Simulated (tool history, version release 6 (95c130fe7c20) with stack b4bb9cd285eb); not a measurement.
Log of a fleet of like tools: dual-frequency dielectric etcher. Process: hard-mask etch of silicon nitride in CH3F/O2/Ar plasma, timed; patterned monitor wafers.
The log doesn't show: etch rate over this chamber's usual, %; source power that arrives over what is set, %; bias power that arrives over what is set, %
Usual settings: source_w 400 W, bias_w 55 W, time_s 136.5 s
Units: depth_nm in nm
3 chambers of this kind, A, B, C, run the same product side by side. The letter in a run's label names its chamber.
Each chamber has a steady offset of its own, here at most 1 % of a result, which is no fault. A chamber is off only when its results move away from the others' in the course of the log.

| run | hour | source_w | bias_w | time_s | hours since the last wet clean | hours since the last source power generator calibration | hours since the last bias power generator calibration | read-back reference wafer on the same gauge, depth_nm | depth_nm |
|---|---|---|---|---|---|---|---|---|---|
| 1B | 7.4 | 400 | 55 | 136.5 | 112.7 | 1607.9 | 620.9 | 96.514 | 87.368 |
|  | 13.9 | chamber C: wet clean of the chamber |
| 2A | 15.8 | 400 | 55 | 136.5 | 383.4 | 23 | 1995.2 | 96.458 | 87.42 |
| 3C | 20.2 | 400 | 55 | 136.5 | 6.4 | 2354.5 | 248.8 | 96.445 | 86.824 |
| 4C | 24.2 | 400 | 55 | 136.5 | 10.4 | 2358.5 | 252.8 | 96.427 | 86.436 |
| 5A | 31.9 | 400 | 55 | 98 | 399.5 | 39.1 | 2011.3 | 96.368 | 62.727 |
| 6B | 39.3 | 400 | 55 | 98 | 144.6 | 1639.8 | 652.8 | 96.365 | 62.496 |
| 7C | 45 | 400 | 55 | 98 | 31.2 | 2379.3 | 273.6 | 96.353 | 62.238 |
| 8A | 51.4 | 400 | 55 | 136.5 | 419 | 58.6 | 2030.8 | 96.324 | 87.164 |
| 9B | 58.9 | 350 | 55 | 150.5 | 164.2 | 1659.4 | 672.4 | 96.351 | 91.321 |
| 10C | 63.5 | 350 | 55 | 150.5 | 49.7 | 2397.8 | 292.1 | 96.28 | 90.698 |
| 11B | 67.6 | 350 | 55 | 150.5 | 172.9 | 1668.1 | 681.1 | 96.257 | 91.129 |
| 12A | 74.6 | 400 | 55 | 136.5 | 442.2 | 81.8 | 2054 | 96.28 | 87.157 |
| 13B | 79.3 | 400 | 55 | 136.5 | 184.6 | 1679.8 | 692.8 | 96.268 | 87.016 |
| 14C | 85 | 400 | 55 | 136.5 | 71.2 | 2419.3 | 313.6 | 96.247 | 86.602 |
| 15A | 92.9 | 400 | 55 | 136.5 | 460.5 | 100.1 | 2072.3 | 96.265 | 86.874 |
| 16C | 98.5 | 400 | 55 | 136.5 | 84.7 | 2432.8 | 327.1 | 96.165 | 86.556 |
| 17A | 106.1 | 400 | 55 | 136.5 | 473.7 | 113.3 | 2085.5 | 96.164 | 87.212 |
| 18B | 111.6 | 400 | 55 | 136.5 | 216.9 | 1712.1 | 725.1 | 96.201 | 87.118 |
| 19C | 116.8 | 400 | 55 | 136.5 | 103 | 2451.1 | 345.4 | 96.136 | 86.559 |
| 20B | 123 | 400 | 55 | 158.5 | 228.3 | 1723.5 | 736.5 | 96.149 | 100.97 |
| 21A | 130 | 400 | 55 | 158.5 | 497.6 | 137.2 | 2109.4 | 96.093 | 101 |
| 22A | 134.4 | 400 | 55 | 158.5 | 502 | 141.6 | 2113.8 | 96.12 | 101 |
| 23C | 140.6 | 400 | 55 | 136.5 | 126.8 | 2474.9 | 369.2 | 96.098 | 86.641 |
| 24B | 144.7 | 400 | 55 | 136.5 | 250 | 1745.2 | 758.2 | 96.045 | 86.823 |
| 25A | 150.7 | 400 | 67 | 136.5 | 518.3 | 157.9 | 2130.1 | 96.02 | 92.753 |
| 26C | 158.6 | 400 | 67 | 136.5 | 144.8 | 2492.9 | 387.2 | 95.994 | 92.083 |
| 27B | 166.5 | 400 | 67 | 136.5 | 271.8 | 1767 | 780 | 95.997 | 92.617 |
| 28A | 174.5 | 400 | 55 | 136.5 | 542.1 | 181.7 | 2153.9 | 95.946 | 86.774 |
| 29C | 181.5 | 400 | 55 | 136.5 | 167.7 | 2515.8 | 410.1 | 95.979 | 86.432 |
|  | 186.3 | chamber B: source power generator calibrated |
| 30B | 190.5 | 400 | 55 | 136.5 | 295.8 | 4.3 | 804 | 95.95 | 86.725 |
| 31C | 198.3 | 480 | 68 | 136.5 | 184.5 | 2532.6 | 426.9 | 95.857 | 99.045 |
| 32B | 205.4 | 480 | 68 | 136.5 | 310.7 | 19.2 | 818.9 | 95.859 | 99.709 |
| 33A | 213.7 | 480 | 68 | 136.5 | 581.3 | 220.9 | 2193.1 | 95.889 | 99.299 |

All 3 chambers run these settings next. Forecast each chamber's results:
| 34A | 220.2 | 400 | 55 | 136.5 |  |  |  |  | ? |
| 34B | 220.2 | 400 | 55 | 136.5 |  |  |  |  | ? |
| 34C | 220.2 | 400 | 55 | 136.5 |  |  |  |  | ? |

| run | depth_nm |
|---|---|
| 34A | 86.795 |
| 34B | 86.509 |
| 34C | 86.176 |

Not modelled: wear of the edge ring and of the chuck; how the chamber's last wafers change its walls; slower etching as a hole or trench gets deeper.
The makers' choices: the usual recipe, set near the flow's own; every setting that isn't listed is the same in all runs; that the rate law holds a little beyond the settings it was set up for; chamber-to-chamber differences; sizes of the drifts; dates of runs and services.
